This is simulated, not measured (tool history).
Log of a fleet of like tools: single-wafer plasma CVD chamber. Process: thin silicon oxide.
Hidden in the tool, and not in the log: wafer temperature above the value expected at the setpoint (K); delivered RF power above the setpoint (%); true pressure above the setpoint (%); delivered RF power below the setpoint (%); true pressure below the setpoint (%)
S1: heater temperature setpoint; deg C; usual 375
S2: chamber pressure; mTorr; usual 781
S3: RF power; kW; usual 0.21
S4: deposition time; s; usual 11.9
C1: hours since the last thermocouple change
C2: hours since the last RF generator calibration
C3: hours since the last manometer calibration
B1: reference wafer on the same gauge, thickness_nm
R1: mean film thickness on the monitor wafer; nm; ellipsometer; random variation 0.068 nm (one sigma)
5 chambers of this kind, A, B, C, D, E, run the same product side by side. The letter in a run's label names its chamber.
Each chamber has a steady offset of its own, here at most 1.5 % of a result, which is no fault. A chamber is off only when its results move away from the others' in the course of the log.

Run 1A, day 0.204: usual settings; C1 1684; C2 1135.7; C3 964.3; B1 18.307. Result: R1 18.778 nm.
Run 2C, day 0.304: usual settings; C1 777.5; C2 1563.8; C3 1084.1; B1 18.303. Result: R1 18.488 nm.
Run 3E, day 0.517: usual settings; C1 879.7; C2 836.5; C3 966.2; B1 18.309. Result: R1 18.209 nm.
At day 0.604: chamber A: RF generator calibrated.
Run 4D, day 0.646: usual settings; C1 771.8; C2 1716.8; C3 112.3; B1 18.295. Result: R1 18.723 nm.
At day 0.7: chamber A: thermocouple changed; heater temperature recalibrated.
Run 5B, day 0.775: usual settings but S1 383 deg C, S2 592 mTorr; C1 2237.2; C2 671.2; C3 1901.1; B1 18.299. Result: R1 13.915 nm.
Run 6E, day 0.883: usual settings but S1 383 deg C, S2 592 mTorr; C1 888.5; C2 845.3; C3 975; B1 18.31. Result: R1 13.511 nm.
At day 1.046: chamber A: capacitance manometer re-zeroed and calibrated.
Run 7D, day 1.083: usual settings but S1 383 deg C, S2 592 mTorr; C1 782.3; C2 1727.3; C3 122.8; B1 18.302. Result: R1 13.965 nm.
Run 8A, day 1.188: usual settings but S1 383 deg C, S2 592 mTorr; C1 11.8; C2 14; C3 3.5; B1 18.31. Result: R1 13.826 nm.
Run 9B, day 1.308: usual settings but S1 383 deg C, S2 592 mTorr; C1 2250; C2 684; C3 1913.9; B1 18.304. Result: R1 14 nm.
Run 10C, day 1.45: usual settings; C1 805; C2 1591.3; C3 1111.6; B1 18.312. Result: R1 18.516 nm.
Run 11E, day 1.571: usual settings; C1 905; C2 861.8; C3 991.5; B1 18.304. Result: R1 18.107 nm.
Run 12D, day 1.675: usual settings; C1 796.5; C2 1741.5; C3 137; B1 18.283. Result: R1 18.578 nm.
Run 13B, day 1.821: usual settings; C1 2262.3; C2 696.3; C3 1926.2; B1 18.297. Result: R1 18.767 nm.
Run 14A, day 2: usual settings; C1 31.3; C2 33.5; C3 23; B1 18.299. Result: R1 18.629 nm.
Run 15C, day 2.208: usual settings; C1 823.2; C2 1609.5; C3 1129.8; B1 18.313. Result: R1 18.529 nm.
Run 16C, day 2.35: usual settings; C1 826.6; C2 1612.9; C3 1133.2; B1 18.303. Result: R1 18.411 nm.
Run 17D, day 2.475: usual settings; C1 815.7; C2 1760.7; C3 156.2; B1 18.302. Result: R1 18.652 nm.
Run 18E, day 2.6: usual settings; C1 929.7; C2 886.5; C3 1016.2; B1 18.299. Result: R1 18.192 nm.
Run 19B, day 2.754: usual settings; C1 2284.7; C2 718.7; C3 1948.6; B1 18.29. Result: R1 18.555 nm.
Run 20A, day 2.917: usual settings; C1 53.3; C2 55.5; C3 45; B1 18.283. Result: R1 18.676 nm.
Run 21C, day 3.1: usual settings but S1 384 deg C, S3 0.235 kW; C1 844.6; C2 1630.9; C3 1151.2; B1 18.294. Result: R1 19.287 nm.
Run 22A, day 3.196: usual settings but S1 384 deg C, S3 0.235 kW; C1 60; C2 62.2; C3 51.7; B1 18.272. Result: R1 19.426 nm.
At day 3.325: chamber B: capacitance manometer re-zeroed and calibrated.
Run 23B, day 3.346: usual settings but S1 384 deg C, S3 0.235 kW; C1 2298.9; C2 732.9; C3 0.6; B1 18.297. Result: R1 19.897 nm.
Run 24D, day 3.533: usual settings but S1 384 deg C, S3 0.235 kW; C1 841.1; C2 1786.1; C3 181.6; B1 18.31. Result: R1 19.627 nm.
Run 25E, day 3.662: usual settings but S1 384 deg C, S3 0.235 kW; C1 955.2; C2 912; C3 1041.7; B1 18.295. Result: R1 18.95 nm.
Run 26C, day 3.808: usual settings; C1 861.6; C2 1647.9; C3 1168.2; B1 18.311. Result: R1 18.375 nm.
Run 27D, day 3.962: usual settings but S2 631 mTorr, S3 0.25 kW; C1 851.4; C2 1796.4; C3 191.9; B1 18.301. Result: R1 16.365 nm.
Run 28A, day 4.171: usual settings but S2 631 mTorr, S3 0.25 kW; C1 83.4; C2 85.6; C3 75.1; B1 18.304. Result: R1 16.173 nm.
Run 29B, day 4.367: usual settings but S2 631 mTorr, S3 0.25 kW; C1 2323.4; C2 757.4; C3 25.1; B1 18.302. Result: R1 16.736 nm.
Run 30E, day 4.538: usual settings but S2 631 mTorr, S3 0.25 kW; C1 976.2; C2 933; C3 1062.7; B1 18.3. Result: R1 15.804 nm.
Run 31D, day 4.683: usual settings but S2 631 mTorr, S3 0.25 kW; C1 868.7; C2 1813.7; C3 209.2; B1 18.292. Result: R1 16.385 nm.
Run 32B, day 4.85: usual settings but S1 383 deg C, S2 857 mTorr; C1 2335; C2 769; C3 36.7; B1 18.28. Result: R1 20.752 nm.
Run 33C, day 5.021: usual settings but S1 383 deg C, S2 857 mTorr; C1 890.7; C2 1677; C3 1197.3; B1 18.287. Result: R1 20.025 nm.
Run 34E, day 5.208: usual settings but S1 383 deg C, S2 857 mTorr; C1 992.3; C2 949.1; C3 1078.8; B1 18.306. Result: R1 19.771 nm.
Run 35A, day 5.358: usual settings but S1 383 deg C, S2 857 mTorr; C1 111.9; C2 114.1; C3 103.6; B1 18.299. Result: R1 20.105 nm.
Run 36D, day 5.538: usual settings but S1 383 deg C, S2 857 mTorr; C1 889.2; C2 1834.2; C3 229.7; B1 18.292. Result: R1 20.013 nm.
Run 37B, day 5.671: usual settings; C1 2354.7; C2 788.7; C3 56.4; B1 18.287. Result: R1 19.085 nm.
Run 38E, day 5.825: usual settings; C1 1007.1; C2 963.9; C3 1093.6; B1 18.281. Result: R1 18.335 nm.
Run 39C, day 5.942: usual settings; C1 912.8; C2 1699.1; C3 1219.4; B1 18.3. Result: R1 18.516 nm.
Run 40A, day 6.05: usual settings; C1 128.5; C2 130.7; C3 120.2; B1 18.313. Result: R1 18.509 nm.
Run 41A, day 6.2: usual settings; C1 132.1; C2 134.3; C3 123.8; B1 18.302. Result: R1 18.509 nm.

What goes on in this fleet: one chamber off, a drifting gauge, or nothing beyond the chambers' own small offsets? Name the chamber and the cause, if any.

A service left chamber B off against the others.
Cause: true pressure above the setpoint (%) = 2.69.

Here are 4 candidates for chamber B's next run, each the usual settings with a change, their results left as question marks. Which one brings its results back in line with what the others give on the usual settings?
In line means no further than this from the other chambers' mean on the usual settings: R1 0.24 nm
Run 42B-1, day 6.354: usual settings but S4 11 s. Result: R1 ?.
Run 42B-2, day 6.354: usual settings but S2 798 mTorr, S4 12.1 s. Result: R1 ?.
Run 42B-3, day 6.354: usual settings but S2 814 mTorr, S3 0.215 kW, S4 12.2 s. Result: R1 ?.
Run 42B-4, day 6.354: usual settings but S2 765 mTorr, S4 11.7 s. Result: R1 ?.

The other chambers' mean on the usual settings: R1 18.45 nm
  run      R1
42B-1  17.662
42B-2  19.821
42B-3  20.567
42B-4  18.421
42B-4 brings the chamber back in line.
